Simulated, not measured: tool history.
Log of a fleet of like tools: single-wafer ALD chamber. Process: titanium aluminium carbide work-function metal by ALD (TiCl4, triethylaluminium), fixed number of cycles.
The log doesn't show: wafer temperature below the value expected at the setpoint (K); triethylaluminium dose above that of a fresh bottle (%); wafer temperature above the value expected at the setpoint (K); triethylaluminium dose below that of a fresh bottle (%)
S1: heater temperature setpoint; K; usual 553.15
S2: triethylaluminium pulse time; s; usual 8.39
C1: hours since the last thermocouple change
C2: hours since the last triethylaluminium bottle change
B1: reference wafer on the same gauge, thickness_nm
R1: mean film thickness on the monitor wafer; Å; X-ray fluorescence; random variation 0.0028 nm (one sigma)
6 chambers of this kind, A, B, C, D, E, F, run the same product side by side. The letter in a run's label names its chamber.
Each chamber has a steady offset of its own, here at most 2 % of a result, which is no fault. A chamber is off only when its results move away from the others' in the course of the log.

run	hour	S1	S2	C1	C2	B1	R1
1A	6.3	553.15	8.39	13.2	1597.2	1.9604	17.963
# hour 7.0: chamber B: triethylaluminium bottle replaced
2B	12.2	553.15	8.39	1916.9	5.3	1.9591	17.818
3D	18.2	553.15	8.39	1949.4	357.6	1.9592	18.145
4C	22.4	553.15	8.39	1257.7	547.0	1.9588	17.872
5E	26.9	553.15	6.32	1003.2	574.8	1.9584	16.658
6F	34.2	553.15	6.32	419.1	69.8	1.9575	16.758
7C	38.6	553.15	6.32	1273.9	563.2	1.9581	16.751
8F	42.5	553.15	6.32	427.4	78.1	1.9578	16.753
9E	49.2	553.15	6.32	1025.5	597.1	1.9570	16.716
10D	52.9	553.15	6.32	1984.1	392.3	1.9581	17.025
11B	58.5	553.15	8.39	1963.2	51.6	1.9570	17.834
12A	65.9	553.15	8.39	72.8	1656.8	1.9564	17.899
13A	71.1	553.15	8.39	78.0	1662.0	1.9556	17.907
14D	75.5	553.15	8.39	2006.7	414.9	1.9555	18.073
15C	79.6	553.15	11.48	1314.9	604.2	1.9549	18.538
16F	86.7	553.15	11.48	471.6	122.3	1.9555	18.482
17E	94.0	553.15	11.48	1070.3	641.9	1.9547	18.480
# hour 98.1: chamber E: triethylaluminium bottle replaced
18B	101.4	553.15	11.48	2006.1	94.5	1.9538	18.516
19A	105.4	553.15	11.48	112.3	1696.3	1.9538	18.557
20E	110.2	553.15	11.48	1086.5	12.2	1.9539	18.464
21C	117.7	553.15	8.39	1353.0	642.3	1.9532	17.786
22B	122.9	540.15	10.46	2027.6	116.0	1.9526	17.215
23F	126.3	540.15	10.46	511.2	161.9	1.9533	17.206
24D	132.0	540.15	10.46	2063.2	471.4	1.9526	17.597
25A	138.0	540.15	10.46	144.9	1728.9	1.9527	17.256
26F	144.4	540.15	10.46	529.3	180.0	1.9526	17.270
27E	151.8	540.15	10.46	1128.1	53.8	1.9522	17.173
28B	157.5	553.15	8.39	2062.2	150.6	1.9512	17.738
29D	161.4	553.15	8.39	2092.6	500.8	1.9514	18.142
# hour 162.0: chamber C: triethylaluminium bottle replaced
30C	168.9	564.15	10.50	1404.2	6.9	1.9502	19.343
31C	173.8	564.15	10.50	1409.1	11.8	1.9506	19.301
32E	179.5	564.15	10.50	1155.8	81.5	1.9504	19.156
33F	183.3	564.15	10.50	568.2	218.9	1.9500	19.297
34A	189.8	564.15	10.50	196.7	1780.7	1.9495	19.360
# hour 191.3: chamber A: triethylaluminium bottle replaced
35B	193.2	564.15	10.50	2097.9	186.3	1.9501	19.263
36D	199.1	553.15	8.39	2130.3	538.5	1.9496	18.058
37F	202.5	553.15	8.39	587.4	238.1	1.9490	17.767
38B	207.4	553.15	8.39	2112.1	200.5	1.9480	17.788
39E	211.0	553.15	8.39	1187.3	113.0	1.9488	17.700
# hour 211.4: chamber D: thermocouple changed; heater temperature recalibrated
40A	216.5	565.15	5.34	223.4	25.3	1.9479	16.849
41D	221.3	565.15	5.34	9.9	560.7	1.9488	16.884
42C	226.2	565.15	5.34	1461.5	64.2	1.9483	16.784

All 6 chambers run these settings next. Forecast each chamber's results:
43A	231.6	553.15	8.39				?
43B	231.6	553.15	8.39				?
43C	231.6	553.15	8.39				?
43D	231.6	553.15	8.39				?
43E	231.6	553.15	8.39				?
43F	231.6	553.15	8.39				?

run	R1
43A	17.841
43B	17.742
43C	17.818
43D	18.005
43E	17.664
43F	17.772
